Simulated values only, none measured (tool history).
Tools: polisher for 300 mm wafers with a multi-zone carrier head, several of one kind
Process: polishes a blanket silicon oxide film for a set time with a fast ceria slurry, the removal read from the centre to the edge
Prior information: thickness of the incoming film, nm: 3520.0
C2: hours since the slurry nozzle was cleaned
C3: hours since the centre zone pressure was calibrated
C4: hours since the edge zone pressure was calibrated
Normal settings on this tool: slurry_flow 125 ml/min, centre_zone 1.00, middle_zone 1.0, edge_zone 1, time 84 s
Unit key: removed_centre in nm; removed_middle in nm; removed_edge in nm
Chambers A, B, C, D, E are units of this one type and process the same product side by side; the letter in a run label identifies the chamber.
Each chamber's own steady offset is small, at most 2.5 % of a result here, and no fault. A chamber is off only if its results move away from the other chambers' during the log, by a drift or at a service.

run 1E hour=4.0 | slurry_flow=125 centre_zone=1.00 middle_zone=1.0 edge_zone=1 time=84 | wafers_polished_on_this_pad=334 C2=356.6 C3=473.8 C4=55.5 | removed_centre=1332.8 removed_middle=1298.1 removed_edge=1314.2
run 2B hour=8.1 | slurry_flow=125 centre_zone=1.00 middle_zone=1.0 edge_zone=1 time=84 | wafers_polished_on_this_pad=758 C2=336.5 C3=121.7 C4=124.6 | removed_centre=1318.6 removed_middle=1305.2 removed_edge=1313.0
run 3A hour=11.8 | slurry_flow=125 centre_zone=1.00 middle_zone=1.0 edge_zone=1 time=84 | wafers_polished_on_this_pad=722 C2=83.1 C3=389.8 C4=273.6 | removed_centre=1303.0 removed_middle=1308.4 removed_edge=1286.3
-- hour=14.0 chamber E: slurry nozzle cleaned
-- hour=14.5 chamber A: worn pad replaced by a new one
-- hour=15.0 chamber E: centre zone pressure recalibrated
run 4C hour=16.2 | slurry_flow=125 centre_zone=1.00 middle_zone=1.0 edge_zone=1 time=84 | wafers_polished_on_this_pad=401 C2=187.1 C3=152.4 C4=238.3 | removed_centre=1308.6 removed_middle=1342.3 removed_edge=1280.5
run 5D hour=19.9 | slurry_flow=125 centre_zone=1.00 middle_zone=1.0 edge_zone=1 time=84 | wafers_polished_on_this_pad=303 C2=576.7 C3=84.4 C4=287.7 | removed_centre=1322.5 removed_middle=1336.2 removed_edge=1320.9
run 6B hour=23.0 | slurry_flow=125 centre_zone=1.00 middle_zone=1.0 edge_zone=1 time=84 | wafers_polished_on_this_pad=919 C2=351.4 C3=136.6 C4=139.5 | removed_centre=1330.2 removed_middle=1316.1 removed_edge=1351.5
run 7E hour=25.8 | slurry_flow=125 centre_zone=1.00 middle_zone=1.0 edge_zone=1 time=84 | wafers_polished_on_this_pad=570 C2=11.9 C3=10.8 C4=77.3 | removed_centre=1298.6 removed_middle=1308.7 removed_edge=1299.1
-- hour=26.6 chamber C: worn pad replaced by a new one
run 8C hour=29.5 | slurry_flow=125 centre_zone=1.00 middle_zone=1.0 edge_zone=1 time=84 | wafers_polished_on_this_pad=31 C2=200.4 C3=165.7 C4=251.6 | removed_centre=1305.9 removed_middle=1341.6 removed_edge=1295.2
run 9D hour=33.2 | slurry_flow=125 centre_zone=1.00 middle_zone=1.0 edge_zone=1 time=84 | wafers_polished_on_this_pad=447 C2=590.0 C3=97.7 C4=301.0 | removed_centre=1303.5 removed_middle=1309.7 removed_edge=1311.2
-- hour=33.6 chamber E: worn pad replaced by a new one
run 10A hour=36.9 | slurry_flow=125 centre_zone=1.00 middle_zone=1.0 edge_zone=1 time=84 | wafers_polished_on_this_pad=242 C2=108.2 C3=414.9 C4=298.7 | removed_centre=1326.5 removed_middle=1284.2 removed_edge=1302.4
run 11E hour=40.1 | slurry_flow=125 centre_zone=1.11 middle_zone=1.0 edge_zone=1 time=84 | wafers_polished_on_this_pad=71 C2=26.2 C3=25.1 C4=91.6 | removed_centre=1470.6 removed_middle=1301.8 removed_edge=1359.6
run 12C hour=44.6 | slurry_flow=125 centre_zone=1.11 middle_zone=1.0 edge_zone=1 time=84 | wafers_polished_on_this_pad=195 C2=215.5 C3=180.8 C4=266.7 | removed_centre=1451.1 removed_middle=1343.8 removed_edge=1318.5
-- hour=46.8 chamber D: worn pad replaced by a new one
run 13A hour=48.8 | slurry_flow=125 centre_zone=1.11 middle_zone=1.0 edge_zone=1 time=84 | wafers_polished_on_this_pad=371 C2=120.1 C3=426.8 C4=310.6 | removed_centre=1466.3 removed_middle=1302.6 removed_edge=1301.5
run 14D hour=53.3 | slurry_flow=125 centre_zone=1.11 middle_zone=1.0 edge_zone=1 time=84 | wafers_polished_on_this_pad=71 C2=610.1 C3=117.8 C4=321.1 | removed_centre=1491.4 removed_middle=1313.6 removed_edge=1301.8
run 15B hour=55.5 | slurry_flow=125 centre_zone=1.11 middle_zone=1.0 edge_zone=1 time=84 | wafers_polished_on_this_pad=1271 C2=383.9 C3=169.1 C4=172.0 | removed_centre=1475.0 removed_middle=1324.0 removed_edge=1325.2
run 16C hour=58.0 | slurry_flow=125 centre_zone=1.00 middle_zone=1.0 edge_zone=1 time=84 | wafers_polished_on_this_pad=340 C2=228.9 C3=194.2 C4=280.1 | removed_centre=1307.6 removed_middle=1344.5 removed_edge=1296.1
run 17B hour=61.9 | slurry_flow=125 centre_zone=1.05 middle_zone=1.0 edge_zone=1 time=65 | wafers_polished_on_this_pad=1340 C2=390.3 C3=175.5 C4=178.4 | removed_centre=1072.6 removed_middle=1014.8 removed_edge=1024.5
run 18A hour=64.3 | slurry_flow=125 centre_zone=1.05 middle_zone=1.0 edge_zone=1 time=65 | wafers_polished_on_this_pad=538 C2=135.6 C3=442.3 C4=326.1 | removed_centre=1067.8 removed_middle=1013.2 removed_edge=1006.1
run 19E hour=66.5 | slurry_flow=125 centre_zone=1.05 middle_zone=1.0 edge_zone=1 time=65 | wafers_polished_on_this_pad=356 C2=52.6 C3=51.5 C4=118.0 | removed_centre=1067.0 removed_middle=1021.6 removed_edge=1041.2
-- hour=68.4 chamber B: worn pad replaced by a new one
-- hour=70.8 chamber C: worn pad replaced by a new one
run 20D hour=71.4 | slurry_flow=125 centre_zone=1.05 middle_zone=1.0 edge_zone=1 time=65 | wafers_polished_on_this_pad=266 C2=628.2 C3=135.9 C4=339.2 | removed_centre=1058.9 removed_middle=1006.1 removed_edge=1004.9
run 21C hour=75.5 | slurry_flow=125 centre_zone=1.05 middle_zone=1.0 edge_zone=1 time=65 | wafers_polished_on_this_pad=51 C2=246.4 C3=211.7 C4=297.6 | removed_centre=1073.6 removed_middle=1020.3 removed_edge=1023.3
run 22E hour=78.0 | slurry_flow=125 centre_zone=1.00 middle_zone=1.0 edge_zone=1 time=84 | wafers_polished_on_this_pad=481 C2=64.1 C3=63.0 C4=129.5 | removed_centre=1306.4 removed_middle=1342.1 removed_edge=1316.8
run 23B hour=81.8 | slurry_flow=125 centre_zone=1.00 middle_zone=1.0 edge_zone=1 time=71 | wafers_polished_on_this_pad=145 C2=410.2 C3=195.4 C4=198.3 | removed_centre=1126.2 removed_middle=1117.1 removed_edge=1107.7
-- hour=84.0 chamber A: worn pad replaced by a new one
run 24D hour=84.1 | slurry_flow=125 centre_zone=1.00 middle_zone=1.0 edge_zone=1 time=71 | wafers_polished_on_this_pad=404 C2=640.9 C3=148.6 C4=351.9 | removed_centre=1100.6 removed_middle=1106.3 removed_edge=1104.3
run 25A hour=87.5 | slurry_flow=125 centre_zone=1.00 middle_zone=1.0 edge_zone=1 time=71 | wafers_polished_on_this_pad=37 C2=158.8 C3=465.5 C4=349.3 | removed_centre=1100.7 removed_middle=1109.8 removed_edge=1114.0
run 26B hour=91.8 | slurry_flow=125 centre_zone=1.00 middle_zone=1.0 edge_zone=1 time=71 | wafers_polished_on_this_pad=253 C2=420.2 C3=205.4 C4=208.3 | removed_centre=1118.1 removed_middle=1114.6 removed_edge=1123.6
run 27C hour=94.1 | slurry_flow=125 centre_zone=1.00 middle_zone=1.0 edge_zone=1 time=71 | wafers_polished_on_this_pad=252 C2=265.0 C3=230.3 C4=316.2 | removed_centre=1109.4 removed_middle=1136.2 removed_edge=1115.2
run 28D hour=97.6 | slurry_flow=125 centre_zone=1.00 middle_zone=1.0 edge_zone=1 time=84 | wafers_polished_on_this_pad=550 C2=654.4 C3=162.1 C4=365.4 | removed_centre=1306.3 removed_middle=1320.8 removed_edge=1297.5
-- hour=99.2 chamber E: worn pad replaced by a new one
run 29E hour=99.9 | slurry_flow=125 centre_zone=1.00 middle_zone=1.0 edge_zone=1 time=84 | wafers_polished_on_this_pad=7 C2=86.0 C3=84.9 C4=151.4 | removed_centre=1314.6 removed_middle=1328.7 removed_edge=1322.1
run 30A hour=103.3 | slurry_flow=125 centre_zone=1.00 middle_zone=1.0 edge_zone=1 time=84 | wafers_polished_on_this_pad=208 C2=174.6 C3=481.3 C4=365.1 | removed_centre=1328.7 removed_middle=1300.2 removed_edge=1324.9
run 31A hour=106.3 | slurry_flow=125 centre_zone=1.00 middle_zone=1.0 edge_zone=1 time=84 | wafers_polished_on_this_pad=241 C2=177.6 C3=484.3 C4=368.1 | removed_centre=1297.0 removed_middle=1315.5 removed_edge=1323.4
run 32E hour=108.4 | slurry_flow=125 centre_zone=1.00 middle_zone=1.0 edge_zone=1 time=84 | wafers_polished_on_this_pad=99 C2=94.5 C3=93.4 C4=159.9 | removed_centre=1328.7 removed_middle=1312.4 removed_edge=1353.3

Next, every chamber runs the same settings. What will each give?
run 33A hour=112.0 | slurry_flow=125 centre_zone=1.00 middle_zone=1.1 edge_zone=1 time=84 | removed_centre=? removed_middle=? removed_edge=?
run 33B hour=112.0 | slurry_flow=125 centre_zone=1.00 middle_zone=1.1 edge_zone=1 time=84 | removed_centre=? removed_middle=? removed_edge=?
run 33C hour=112.0 | slurry_flow=125 centre_zone=1.00 middle_zone=1.1 edge_zone=1 time=84 | removed_centre=? removed_middle=? removed_edge=?
run 33D hour=112.0 | slurry_flow=125 centre_zone=1.00 middle_zone=1.1 edge_zone=1 time=84 | removed_centre=? removed_middle=? removed_edge=?
run 33E hour=112.0 | slurry_flow=125 centre_zone=1.00 middle_zone=1.1 edge_zone=1 time=84 | removed_centre=? removed_middle=? removed_edge=?

run=33A removed_centre=1322.3 removed_middle=1450.7 removed_edge=1270.7
run=33B removed_centre=1291.5 removed_middle=1438.7 removed_edge=1329.8
run=33C removed_centre=1318.7 removed_middle=1474.7 removed_edge=1321.7
run=33D removed_centre=1317.7 removed_middle=1446.4 removed_edge=1311.4
run=33E removed_centre=1304.2 removed_middle=1414.7 removed_edge=1328.4

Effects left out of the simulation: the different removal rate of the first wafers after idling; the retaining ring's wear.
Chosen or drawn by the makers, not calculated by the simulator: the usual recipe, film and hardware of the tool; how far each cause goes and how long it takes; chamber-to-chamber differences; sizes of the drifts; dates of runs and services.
